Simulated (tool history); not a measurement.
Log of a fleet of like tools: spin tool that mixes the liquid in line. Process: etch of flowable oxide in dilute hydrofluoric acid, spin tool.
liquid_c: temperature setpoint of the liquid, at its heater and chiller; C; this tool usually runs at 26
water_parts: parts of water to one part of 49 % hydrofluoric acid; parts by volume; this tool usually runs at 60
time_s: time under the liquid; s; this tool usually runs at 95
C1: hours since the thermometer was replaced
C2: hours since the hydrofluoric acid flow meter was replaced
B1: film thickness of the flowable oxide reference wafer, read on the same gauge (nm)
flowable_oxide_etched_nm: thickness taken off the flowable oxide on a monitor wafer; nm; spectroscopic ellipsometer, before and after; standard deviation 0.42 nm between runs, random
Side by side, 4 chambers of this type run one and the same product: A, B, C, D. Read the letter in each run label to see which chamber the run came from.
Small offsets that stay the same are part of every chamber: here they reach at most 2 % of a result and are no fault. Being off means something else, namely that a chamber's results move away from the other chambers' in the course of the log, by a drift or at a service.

run 1B hour=7 | liquid_c=26 water_parts=60 time_s=95 | C1=388.4 C2=1253.6 | B1=79.986 | flowable_oxide_etched_nm=57.764
run 2D hour=19.7 | liquid_c=26 water_parts=60 time_s=95 | C1=308.5 C2=904.7 | B1=79.966 | flowable_oxide_etched_nm=55.543
run 3A hour=29.4 | liquid_c=26 water_parts=60 time_s=95 | C1=2404 C2=309.8 | B1=79.987 | flowable_oxide_etched_nm=55.393
run 4C hour=44.4 | liquid_c=26 water_parts=60 time_s=95 | C1=1906.4 C2=1732 | B1=79.968 | flowable_oxide_etched_nm=56.679
run 5B hour=59.5 | liquid_c=26 water_parts=60 time_s=95 | C1=440.9 C2=1306.1 | B1=80.031 | flowable_oxide_etched_nm=56.647
run 6C hour=66.7 | liquid_c=26 water_parts=60 time_s=95 | C1=1928.7 C2=1754.3 | B1=79.923 | flowable_oxide_etched_nm=56.989
run 7A hour=78.5 | liquid_c=26 water_parts=60 time_s=95 | C1=2453.1 C2=358.9 | B1=80.018 | flowable_oxide_etched_nm=54.969
run 8D hour=87.1 | liquid_c=26 water_parts=60 time_s=95 | C1=375.9 C2=972.1 | B1=80.018 | flowable_oxide_etched_nm=55.028
-- hour=89.1 chamber A: thermometer replaced
run 9D hour=93.9 | liquid_c=26 water_parts=60 time_s=95 | C1=382.7 C2=978.9 | B1=80.028 | flowable_oxide_etched_nm=55.339
run 10B hour=102.9 | liquid_c=26 water_parts=60 time_s=95 | C1=484.3 C2=1349.5 | B1=80.041 | flowable_oxide_etched_nm=56.701
run 11A hour=117 | liquid_c=26 water_parts=60 time_s=95 | C1=27.9 C2=397.4 | B1=80.012 | flowable_oxide_etched_nm=55.197
run 12C hour=127.1 | liquid_c=22.5 water_parts=60 time_s=95 | C1=1989.1 C2=1814.7 | B1=80.074 | flowable_oxide_etched_nm=48.971
run 13A hour=135.1 | liquid_c=22.5 water_parts=60 time_s=95 | C1=46 C2=415.5 | B1=79.991 | flowable_oxide_etched_nm=47.692
run 14C hour=145.5 | liquid_c=22.5 water_parts=60 time_s=95 | C1=2007.5 C2=1833.1 | B1=79.966 | flowable_oxide_etched_nm=49.173
run 15B hour=153.2 | liquid_c=22.5 water_parts=60 time_s=95 | C1=534.6 C2=1399.8 | B1=79.945 | flowable_oxide_etched_nm=48.983
run 16D hour=160.6 | liquid_c=26 water_parts=60 time_s=95 | C1=449.4 C2=1045.6 | B1=80.018 | flowable_oxide_etched_nm=57.564
run 17B hour=169.4 | liquid_c=26 water_parts=60 time_s=95 | C1=550.8 C2=1416 | B1=80.006 | flowable_oxide_etched_nm=56.572
run 18C hour=184.8 | liquid_c=24 water_parts=50 time_s=95 | C1=2046.8 C2=1872.4 | B1=79.969 | flowable_oxide_etched_nm=63.59
run 19A hour=191.7 | liquid_c=24 water_parts=50 time_s=95 | C1=102.6 C2=472.1 | B1=80.027 | flowable_oxide_etched_nm=62.058
run 20D hour=205.7 | liquid_c=24 water_parts=50 time_s=95 | C1=494.5 C2=1090.7 | B1=80.037 | flowable_oxide_etched_nm=67.107
run 21C hour=215 | liquid_c=24 water_parts=50 time_s=95 | C1=2077 C2=1902.6 | B1=80.019 | flowable_oxide_etched_nm=64.111
run 22A hour=229.5 | liquid_c=26 water_parts=60 time_s=95 | C1=140.4 C2=509.9 | B1=80.024 | flowable_oxide_etched_nm=55.625
run 23B hour=238.5 | liquid_c=26 water_parts=60 time_s=95 | C1=619.9 C2=1485.1 | B1=80.024 | flowable_oxide_etched_nm=56.571
run 24D hour=248 | liquid_c=26 water_parts=60 time_s=95 | C1=536.8 C2=1133 | B1=79.978 | flowable_oxide_etched_nm=60.472
run 25A hour=260.2 | liquid_c=26 water_parts=60 time_s=95 | C1=171.1 C2=540.6 | B1=79.973 | flowable_oxide_etched_nm=54.459
run 26B hour=268.1 | liquid_c=26 water_parts=60 time_s=95 | C1=649.5 C2=1514.7 | B1=79.993 | flowable_oxide_etched_nm=57.557

All chambers now run identical settings, listed one chamber a line with results as question marks. What results will each chamber show?
run 27A hour=279.1 | liquid_c=26 water_parts=60 time_s=95 | flowable_oxide_etched_nm=?
run 27B hour=279.1 | liquid_c=26 water_parts=60 time_s=95 | flowable_oxide_etched_nm=?
run 27C hour=279.1 | liquid_c=26 water_parts=60 time_s=95 | flowable_oxide_etched_nm=?
run 27D hour=279.1 | liquid_c=26 water_parts=60 time_s=95 | flowable_oxide_etched_nm=?

run=27A flowable_oxide_etched_nm=54.943
run=27B flowable_oxide_etched_nm=56.773
run=27C flowable_oxide_etched_nm=56.512
run=27D flowable_oxide_etched_nm=62.761

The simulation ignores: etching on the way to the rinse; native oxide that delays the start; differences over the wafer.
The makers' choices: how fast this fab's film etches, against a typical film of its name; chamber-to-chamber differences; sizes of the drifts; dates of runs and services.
